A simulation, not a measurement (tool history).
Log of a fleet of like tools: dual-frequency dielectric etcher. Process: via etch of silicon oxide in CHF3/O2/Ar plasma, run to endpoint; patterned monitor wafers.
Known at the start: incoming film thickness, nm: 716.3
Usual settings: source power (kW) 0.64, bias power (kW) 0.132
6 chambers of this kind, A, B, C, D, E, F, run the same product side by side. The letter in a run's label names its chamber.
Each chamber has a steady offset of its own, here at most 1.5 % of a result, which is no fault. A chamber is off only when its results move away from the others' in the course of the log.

run	hour	source power (kW)	bias power (kW)	endpoint time (s)
1F	3.2	0.64	0.132	386.35
2A	7.5	0.64	0.132	387.53
3D	13.2	0.64	0.132	393.32
4E	16.8	0.64	0.132	392.23
5B	21.5	0.57	0.116	424.88
6C	26.5	0.57	0.116	420
7A	29.7	0.57	0.116	426.85
8D	34.6	0.57	0.116	426.83
9F	37.9	0.57	0.116	420.6
10E	42	0.57	0.116	428.68
11B	46.3	0.64	0.132	391.14
12C	50.2	0.53	0.147	398.19
13F	55.1	0.53	0.147	399.09
14A	57.9	0.53	0.147	408.14
15D	60.7	0.53	0.147	407.54
16E	66.6	0.53	0.147	410.14
17C	72.1	0.53	0.147	402.19
18B	75.5	0.64	0.132	390.58
19A	79.2	0.64	0.132	388.99
20C	84.7	0.64	0.132	386.48
21D	88.6	0.64	0.132	387.08
22F	94.2	0.64	0.132	387.34
23E	97.2	0.64	0.132	393.7
24B	99.8	0.64	0.132	396.49
25D	103.3	0.64	0.132	392.9
26A	107.4	0.64	0.132	390.07
27B	112.7	0.64	0.132	394.74
28E	117.7	0.64	0.132	393.56
29F	120.5	0.64	0.132	387.9
30C	123.4	0.54	0.15	396.81
31A	129	0.54	0.15	395.91
32F	134.5	0.54	0.15	395.12
33C	137.3	0.54	0.15	395.74
34B	140.6	0.54	0.15	408.4
35E	143.5	0.54	0.15	407.06
36D	146.2	0.64	0.132	391.41
37B	148.8	0.59	0.132	411.18
38D	153	0.59	0.132	402.32
39E	156.1	0.59	0.132	411.21
40F	161.1	0.59	0.132	399.21
41A	164.3	0.59	0.132	402.95
42C	169.6	0.59	0.132	397.35
43E	172.7	0.64	0.132	395.66

What goes on in this fleet: one chamber off, a drifting gauge, or nothing beyond the chambers' own small offsets? Name the chamber and the cause, if any.

Chamber B drifts away from the others.
Cause: etch rate under this chamber's usual, % = 2.74.

Here are 4 candidates for chamber B's next run, each the usual settings with a change, their results left as question marks. Which one brings its results back in line with what the others give on the usual settings?
In line means no further than this from the other chambers' mean on the usual settings: endpoint time (s) 6.5
44B-1	177	0.75	0.132	?
44B-2	177	0.58	0.121	?
44B-3	177	0.67	0.137	?
44B-4	177	0.59	0.132	?

The other chambers' mean on the usual settings: endpoint time (s) 389.53
run	endpoint time (s)
44B-1	375.94
44B-2	427.04
44B-3	388.32
44B-4	412.83
44B-3 brings the chamber back in line.

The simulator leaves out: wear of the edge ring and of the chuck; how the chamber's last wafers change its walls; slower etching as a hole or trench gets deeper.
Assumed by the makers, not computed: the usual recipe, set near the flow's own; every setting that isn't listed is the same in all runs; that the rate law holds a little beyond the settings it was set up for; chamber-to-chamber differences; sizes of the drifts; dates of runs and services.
